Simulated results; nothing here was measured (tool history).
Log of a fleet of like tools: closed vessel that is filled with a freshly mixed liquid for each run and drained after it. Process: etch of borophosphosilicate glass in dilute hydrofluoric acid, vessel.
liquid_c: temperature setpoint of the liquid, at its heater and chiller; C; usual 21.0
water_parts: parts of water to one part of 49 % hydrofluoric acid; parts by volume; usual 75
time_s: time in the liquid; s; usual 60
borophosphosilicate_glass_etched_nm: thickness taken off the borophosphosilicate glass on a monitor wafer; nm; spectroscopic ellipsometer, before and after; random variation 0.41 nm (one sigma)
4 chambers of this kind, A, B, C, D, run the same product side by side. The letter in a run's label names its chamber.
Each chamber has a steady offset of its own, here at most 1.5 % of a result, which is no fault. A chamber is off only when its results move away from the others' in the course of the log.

run   hour  liquid_c  water_parts  time_s  read-back film thickness of the borophosphosilicate glass reference wafer, read on the same gauge (nm)  borophosphosilicate_glass_etched_nm
 1A    6.9      21.0           75      60                                                                                                 100.000                               42.083
 2D   14.0      21.0           75      60                                                                                                  99.977                               40.839
 3B   18.6      21.0           75      60                                                                                                 100.000                               41.643
 4C   26.7      21.0           75      60                                                                                                 100.030                               40.970
      30.6  -- chamber A: thermometer replaced
 5B   32.9      21.0           75      60                                                                                                  99.996                               42.725
 6C   38.6      21.0           55      30                                                                                                  99.993                               27.657
 7D   44.9      21.0           55      30                                                                                                 100.010                               28.524
 8A   49.3      21.0           55      30                                                                                                  99.995                               28.646
 9D   53.2      21.0           55      30                                                                                                  99.980                               28.122
10B   59.7      21.0           75      60                                                                                                 100.010                               40.990
11C   64.5      21.0           75      60                                                                                                 100.010                               39.610
12A   68.9      21.0           75      60                                                                                                 100.030                               41.342
13A   72.6      21.0           75      60                                                                                                  99.994                               41.790
14C   76.9      21.0           75      60                                                                                                 100.030                               39.863
15B   82.9      25.5           55      60                                                                                                  99.998                               69.331
16D   88.5      25.5           55      60                                                                                                 100.000                               68.758
17B   93.1      25.5           55      60                                                                                                 100.010                               69.889
18A  100.4      25.5           55      60                                                                                                 100.000                               68.944
19D  106.7      21.0           75      60                                                                                                  99.975                               40.960
20C  112.9      21.0           75      60                                                                                                  99.982                               39.032
21D  116.9      21.0           75      60                                                                                                 100.010                               40.755
22C  122.3      21.0           75      60                                                                                                  99.977                               38.744
23A  129.9      21.0           75      50                                                                                                  99.998                               33.693
24B  136.7      21.0           75      50                                                                                                  99.994                               34.279
25D  144.7      21.0           75      50                                                                                                 100.000                               33.882
26C  150.6      21.0           75      50                                                                                                  99.979                               31.887
27A  155.0      24.0          100      60                                                                                                  99.997                               34.235
28B  159.8      24.0          100      60                                                                                                  99.992                               34.408
29A  163.8      24.0          100      60                                                                                                 100.010                               34.099
30D  168.6      24.0          100      60                                                                                                 100.010                               34.340
31B  172.6      21.0           75      60                                                                                                 100.000                               41.985
32C  180.6      21.0          110      60                                                                                                  99.993                               24.913
33A  184.8      21.0          110      60                                                                                                  99.988                               27.378
34B  190.1      21.0          110      60                                                                                                  99.997                               27.257
35D  197.1      21.0          110      60                                                                                                 100.020                               27.080
36C  205.4      21.0           35      85                                                                                                 100.000                              117.510
37D  211.4      21.0           35      85                                                                                                  99.986                              130.250
38C  218.8      21.0           35      85                                                                                                 100.010                              118.070
39A  226.4      21.0           35      85                                                                                                  99.988                              130.040
40B  233.9      21.0           75      90                                                                                                  99.991                               62.247

Next, every chamber runs the same settings. What will each give?
41A  239.9      21.0           75      80                                                                                                                                            ?
41B  239.9      21.0           75      80                                                                                                                                            ?
41C  239.9      21.0           75      80                                                                                                                                            ?
41D  239.9      21.0           75      80                                                                                                                                            ?

run  borophosphosilicate_glass_etched_nm
41A                               55.783
41B                               56.160
41C                               48.576
41D                               54.702
